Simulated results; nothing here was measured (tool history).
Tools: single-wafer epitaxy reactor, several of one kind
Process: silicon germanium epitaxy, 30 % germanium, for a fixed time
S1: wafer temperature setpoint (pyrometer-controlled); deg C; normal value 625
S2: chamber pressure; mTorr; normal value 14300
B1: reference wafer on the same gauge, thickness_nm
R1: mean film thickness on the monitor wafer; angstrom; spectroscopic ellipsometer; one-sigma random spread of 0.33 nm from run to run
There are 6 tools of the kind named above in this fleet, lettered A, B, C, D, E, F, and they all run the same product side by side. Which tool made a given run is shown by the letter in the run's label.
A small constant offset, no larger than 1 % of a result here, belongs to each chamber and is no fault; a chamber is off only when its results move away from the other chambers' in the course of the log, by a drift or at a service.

run,hour,S1,S2,B1,R1
1C,10.9,625,14300,86.469,809.02
2F,25.4,625,14300,86.484,808.81
3B,38.6,625,14300,86.466,810.95
4A,49.9,625,14300,86.493,798.73
5E,59.9,625,14300,86.546,801.57
6D,73.0,625,14300,86.439,799.21
7A,84.9,625,14300,86.529,796.44
8F,92.0,625,14300,86.556,805.71
9B,106.6,625,15400,86.364,829.39
10C,117.2,625,15400,86.513,833.88
11D,127.4,625,15400,86.496,826.98
12E,141.4,625,15400,86.508,819.98
13C,149.8,625,15400,86.539,836.43
14A,161.2,625,15400,86.520,823.09
15F,172.1,625,14300,86.477,799.19
16E,184.4,625,14300,86.503,798.76
17B,197.9,625,14300,86.460,807.09
18D,211.3,625,14300,86.561,800.47
19C,219.8,625,14300,86.537,806.78
20D,233.1,618,12400,86.515,666.72
21A,240.3,618,12400,86.513,662.49
22B,249.1,618,12400,86.433,669.49
23F,258.9,618,12400,86.562,672.75
# hour 261.4: chamber C: capacitance manometer re-zeroed and calibrated
24E,269.8,618,12400,86.480,667.08
25C,277.0,618,12400,86.462,670.68
26B,288.2,625,14300,86.442,803.33
27D,299.3,625,14300,86.515,798.31
28E,307.2,611,14300,86.469,622.99
29A,318.3,611,14300,86.397,624.12
30F,331.2,611,14300,86.470,626.14
31F,338.1,611,14300,86.508,626.52
32B,346.3,611,14300,86.485,633.03
33C,353.3,611,14300,86.472,630.17
34D,365.1,613,14300,86.568,646.05
35E,375.8,613,14300,86.421,649.21
36A,389.2,613,14300,86.432,643.64
37C,401.4,613,14300,86.557,651.45
38B,408.2,613,14300,86.524,655.43
39D,419.2,613,14300,86.498,646.51
40A,428.4,625,14300,86.514,800.21
41F,435.4,633,11900,86.398,868.44
42E,445.0,633,11900,86.516,854.71
43A,456.8,633,11900,86.504,846.06

Read the log: is a single chamber off, either drifting away or since a service, is the gauge that measures every chamber drifting, or is nothing wrong beyond small per-chamber offsets? Name any odd chamber and what most likely caused it.

Beyond each chamber's small constant offset nothing stands out, and the gauge stays steady.
